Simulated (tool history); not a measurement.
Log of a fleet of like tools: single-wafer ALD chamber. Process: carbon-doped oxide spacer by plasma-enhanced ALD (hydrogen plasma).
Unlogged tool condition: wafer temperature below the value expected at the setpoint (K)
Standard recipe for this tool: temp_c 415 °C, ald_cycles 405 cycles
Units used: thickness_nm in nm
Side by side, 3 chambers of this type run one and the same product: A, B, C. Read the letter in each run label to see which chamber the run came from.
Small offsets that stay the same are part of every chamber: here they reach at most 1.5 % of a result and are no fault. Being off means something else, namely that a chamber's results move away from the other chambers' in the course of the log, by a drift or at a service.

run   hour  temp_c  ald_cycles  hours since the last thermocouple change  read-back reference wafer on the same gauge, thickness_nm  thickness_nm
 1C   12.2     415         405                                     663.8                                                     15.791        19.574
 2A   25.8     415         405                                     653.7                                                     15.795        19.107
 3B   38.8     415         405                                    1847.4                                                     15.788        19.209
 4A     47     415         405                                     674.9                                                     15.784        19.097
 5C   55.5     415         405                                     707.1                                                     15.779         19.53
 6B   69.4     407         405                                      1878                                                     15.781        19.713
 7B   79.9     407         405                                    1888.5                                                     15.783        19.703
 8C   87.2     407         405                                     738.8                                                     15.765        20.047
 9A   95.6     415         405                                     723.5                                                     15.772        19.091
10C  106.4     415         405                                       758                                                     15.767        19.422
11B  117.3     415         405                                    1925.9                                                     15.758         19.19
12A  129.9     415         405                                     757.8                                                     15.756        19.045
13C  136.6     415         405                                     788.2                                                     15.755        19.511
14B  144.1     415         405                                    1952.7                                                     15.759        19.105
15A  152.1     415         405                                       780                                                     15.748         19.08
16A  158.8     415         405                                     786.7                                                     15.751        19.075
17B  170.5     415         405                                    1979.1                                                     15.746        19.137
18C  183.8     415         405                                     835.4                                                     15.741        19.461
19B  190.5     415         405                                    1999.1                                                     15.734        19.112
20C  198.1     415         405                                     849.7                                                     15.737        19.438
21A  204.7     415         405                                     832.6                                                     15.729        19.092
22A  216.7     415         405                                     844.6                                                     15.737        19.041
23B  228.5     415         405                                    2037.1                                                     15.726        19.164
24C  238.1     415         471                                     889.7                                                     15.725        22.603
25A  247.6     415         471                                     875.5                                                     15.723        22.144
26B    254     415         471                                    2062.6                                                     15.727        22.248
27C  262.6     415         405                                     914.2                                                     15.719        19.442
28B  272.9     415         405                                    2081.5                                                     15.716        19.057
29C  285.2     415         405                                     936.8                                                     15.708         19.38
30A  294.9     415         405                                     922.8                                                     15.705        19.051
31C    308     415         405                                     959.6                                                     15.702        19.408
32A    316     415         405                                     943.9                                                     15.698        18.987

All 3 chambers run these settings next. Forecast each chamber's results:
33A  326.2     410         405                                                                                                                  ?
33B  326.2     410         405                                                                                                                  ?
33C  326.2     410         405                                                                                                                  ?

run  thickness_nm
33A        19.333
33B        19.406
33C        19.752

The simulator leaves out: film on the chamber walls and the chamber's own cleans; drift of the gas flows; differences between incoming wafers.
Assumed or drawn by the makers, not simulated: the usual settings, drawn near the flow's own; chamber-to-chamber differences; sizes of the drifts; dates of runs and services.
